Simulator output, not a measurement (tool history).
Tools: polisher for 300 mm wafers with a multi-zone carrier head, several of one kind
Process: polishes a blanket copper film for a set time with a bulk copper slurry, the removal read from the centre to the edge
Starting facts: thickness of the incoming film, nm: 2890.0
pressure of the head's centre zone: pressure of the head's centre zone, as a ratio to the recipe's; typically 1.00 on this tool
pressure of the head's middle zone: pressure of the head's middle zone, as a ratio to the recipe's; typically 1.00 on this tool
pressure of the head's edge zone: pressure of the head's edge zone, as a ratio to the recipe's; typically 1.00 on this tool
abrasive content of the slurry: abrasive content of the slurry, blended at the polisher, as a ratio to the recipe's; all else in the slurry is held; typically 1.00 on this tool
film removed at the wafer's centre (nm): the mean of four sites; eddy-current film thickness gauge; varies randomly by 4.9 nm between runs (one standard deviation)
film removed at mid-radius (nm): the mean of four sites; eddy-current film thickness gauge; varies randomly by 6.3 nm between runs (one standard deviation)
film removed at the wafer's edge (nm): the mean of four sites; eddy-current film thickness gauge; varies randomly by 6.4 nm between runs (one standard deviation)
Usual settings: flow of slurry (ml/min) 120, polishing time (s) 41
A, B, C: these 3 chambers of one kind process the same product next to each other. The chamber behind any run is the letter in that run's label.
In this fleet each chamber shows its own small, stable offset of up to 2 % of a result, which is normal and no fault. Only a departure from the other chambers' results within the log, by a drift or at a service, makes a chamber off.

run,hour,flow of slurry (ml/min),pressure of the head's centre zone,pressure of the head's middle zone,pressure of the head's edge zone,abrasive content of the slurry,polishing time (s),wafers polished on this pad,hours since the slurry nozzle was cleaned,hours since the centre zone pressure was calibrated,hours since the edge zone pressure was calibrated,film removed at the wafer's centre (nm),film removed at mid-radius (nm),film removed at the wafer's edge (nm)
1C,5.6,120,1.00,1.00,1.00,1.00,41,581,428.6,367.0,530.6,426.65,438.95,417.23
# hour 15.4: chamber B: edge zone pressure recalibrated
2B,17.1,120,1.00,1.00,1.00,1.00,41,820,204.5,19.3,1.7,424.93,435.21,431.69
3A,29.0,120,1.00,1.00,1.00,1.00,41,1062,134.3,742.9,121.0,431.97,428.36,429.12
# hour 34.5: chamber C: worn pad replaced by a new one
4C,35.8,120,1.00,1.00,1.00,1.00,41,22,458.8,397.2,560.8,424.78,444.81,424.28
5A,44.0,120,1.00,1.00,1.00,1.00,41,1306,149.3,757.9,136.0,421.14,434.27,437.95
6B,51.2,120,1.00,1.00,1.00,1.00,41,1375,238.6,53.4,35.8,424.90,424.58,427.41
# hour 61.8: chamber B: worn pad replaced by a new one
7A,62.2,120,1.00,1.00,1.00,1.00,41,1602,167.5,776.1,154.2,429.90,431.14,430.07
# hour 62.3: chamber A: worn pad replaced by a new one
8B,71.0,120,1.00,1.00,1.00,1.00,41,150,258.4,73.2,55.6,425.54,426.08,430.08
9C,82.6,120,1.00,1.00,0.94,0.85,41,783,505.6,444.0,607.6,412.91,415.04,403.39
10B,88.9,120,1.00,1.00,0.94,0.85,41,442,276.3,91.1,73.5,409.61,424.53,396.60
11A,98.9,120,1.00,1.00,0.94,0.85,41,595,204.2,812.8,190.9,416.51,415.74,415.30
12C,110.6,120,1.00,1.00,1.00,1.00,41,1239,533.6,472.0,635.6,435.91,434.62,414.29
# hour 117.3: chamber C: worn pad replaced by a new one
13C,117.7,120,1.00,1.00,0.94,0.75,41,7,540.7,479.1,642.7,406.90,414.37,396.56
14B,125.2,120,1.00,1.00,0.94,0.75,41,1032,312.6,127.4,109.8,402.55,398.32,379.92
15A,135.5,120,1.00,1.00,0.94,0.75,41,1191,240.8,849.4,227.5,404.18,406.00,389.67
# hour 137.5: chamber C: slurry nozzle cleaned
# hour 140.7: chamber B: worn pad replaced by a new one
16B,142.6,120,1.00,1.00,1.00,1.00,41,32,330.0,144.8,127.2,418.57,427.53,419.39
17C,150.9,120,1.00,1.00,1.00,1.00,41,548,13.4,512.3,675.9,425.17,428.19,435.36
# hour 160.5: chamber A: worn pad replaced by a new one
18A,161.8,120,1.08,1.06,1.00,1.00,41,21,267.1,875.7,253.8,476.93,460.37,421.37
19A,168.5,120,1.08,1.06,1.00,1.00,41,130,273.8,882.4,260.5,465.63,456.49,425.78
20C,176.5,120,1.08,1.06,1.00,1.00,41,964,39.0,537.9,701.5,473.85,449.07,420.03
# hour 185.6: chamber C: worn pad replaced by a new one
21B,186.6,120,1.00,1.00,1.00,1.00,41,748,374.0,188.8,171.2,416.17,425.23,420.82
22C,198.4,120,1.00,1.00,1.00,1.00,41,209,60.9,559.8,723.4,420.17,444.81,424.80
23A,208.9,120,0.92,1.00,1.00,1.00,32,787,314.2,922.8,300.9,303.96,347.10,337.65
24B,219.4,120,0.92,1.00,1.00,1.00,32,1282,406.8,221.6,204.0,291.04,322.11,324.98
# hour 222.8: chamber C: edge zone pressure recalibrated
25B,226.9,120,0.92,1.00,1.00,1.00,32,1404,414.3,229.1,211.5,287.91,326.39,330.03
# hour 231.5: chamber B: worn pad replaced by a new one
26A,233.9,120,1.00,1.00,1.00,1.20,41,1194,339.2,947.8,325.9,442.44,456.19,448.25
27C,243.3,120,1.00,1.00,1.00,1.20,41,940,105.8,604.7,20.6,445.64,445.45,441.27
28A,250.0,120,1.00,1.00,1.00,1.20,41,1456,355.3,963.9,342.0,442.63,453.15,456.88
# hour 250.5: chamber A: worn pad replaced by a new one
29C,257.1,120,1.00,1.00,1.00,1.00,41,1164,119.6,618.5,34.4,429.11,423.92,421.63
30B,266.1,120,1.00,1.00,1.00,1.00,41,563,453.5,268.3,250.7,408.69,410.35,410.24
# hour 268.5: chamber C: worn pad replaced by a new one
31A,271.5,120,1.00,1.00,1.00,1.00,41,342,376.8,985.4,363.5,433.40,428.43,433.06
32B,281.8,120,1.00,1.00,1.00,1.00,41,818,469.2,284.0,266.4,389.35,400.34,414.00
33C,293.3,120,1.00,1.00,1.00,1.00,41,404,155.8,654.7,70.6,423.95,436.17,421.89
34B,301.5,120,1.00,1.00,1.00,1.00,41,1139,488.9,303.7,286.1,394.94,401.88,412.69
# hour 301.6: chamber A: slurry nozzle cleaned
# hour 303.5: chamber A: edge zone pressure recalibrated
35A,312.1,100,1.00,1.00,1.00,0.80,41,1002,10.5,1026.0,8.7,392.12,396.40,398.75
# hour 318.3: chamber B: worn pad replaced by a new one
36C,320.1,100,1.00,1.00,1.00,0.80,41,840,182.6,681.5,97.4,392.14,393.52,398.33
37A,327.1,100,1.00,1.00,1.00,0.80,41,1246,25.5,1041.0,23.7,397.75,395.14,390.69
38B,333.0,120,1.00,1.00,1.00,1.00,41,240,520.4,335.2,317.6,385.54,402.69,415.24
# hour 334.6: chamber A: worn pad replaced by a new one
39C,339.8,120,1.00,1.00,1.00,1.00,41,1160,202.3,701.2,117.1,426.36,447.65,425.55
40B,349.1,120,1.00,1.00,1.00,1.00,55,502,536.5,351.3,333.7,534.19,551.93,541.21
# hour 351.9: chamber C: worn pad replaced by a new one
41C,356.5,120,1.00,1.00,1.00,1.00,55,76,219.0,717.9,133.8,576.94,569.95,566.23
42A,362.4,120,1.00,1.00,1.00,1.00,55,452,60.8,1076.3,59.0,586.12,578.83,577.19
43B,368.5,120,1.00,1.00,1.00,1.00,41,818,555.9,370.7,353.1,386.46,392.39,404.27
44A,378.8,120,1.00,1.00,1.00,1.00,41,719,77.2,1092.7,75.4,429.45,431.06,426.11

Read the log: is a single chamber off, either drifting away or since a service, is the gauge that measures every chamber drifting, or is nothing wrong beyond small per-chamber offsets? Name any odd chamber and what most likely caused it.

Chamber B drifts away from the others.
Cause: slurry flow missing at the pad, % = 28.6.

Below are 4 candidate recipes for chamber B's next run, each the usual settings with a change, their results shown as question marks. Which of them brings B's results back in line with what the other chambers give on the usual settings?
In line here means within this much of the mean the other chambers give on the usual settings: film removed at the wafer's centre (nm) 17.00; film removed at mid-radius (nm) 22.00; film removed at the wafer's edge (nm) 22.00
45B-1,387.7,115,0.98,0.98,1.02,1.00,39,,,,,?,?,?
45B-2,387.7,120,1.01,1.01,0.99,1.00,42,,,,,?,?,?
45B-3,387.7,125,1.02,1.03,0.98,1.00,44,,,,,?,?,?
45B-4,387.7,120,0.99,0.99,1.01,1.00,40,,,,,?,?,?

Other chambers, usual settings, mean: film removed at the wafer's centre (nm) 426.84; film removed at mid-radius (nm) 434.79; film removed at the wafer's edge (nm) 428.15
run,film removed at the wafer's centre (nm),film removed at mid-radius (nm),film removed at the wafer's edge (nm)
45B-1,353.73,357.38,383.48
45B-2,400.31,401.18,410.20
45B-3,430.43,433.48,431.05
45B-4,372.97,375.20,394.87
Change 45B-3 lands the chamber within the allowed miss of the other chambers.

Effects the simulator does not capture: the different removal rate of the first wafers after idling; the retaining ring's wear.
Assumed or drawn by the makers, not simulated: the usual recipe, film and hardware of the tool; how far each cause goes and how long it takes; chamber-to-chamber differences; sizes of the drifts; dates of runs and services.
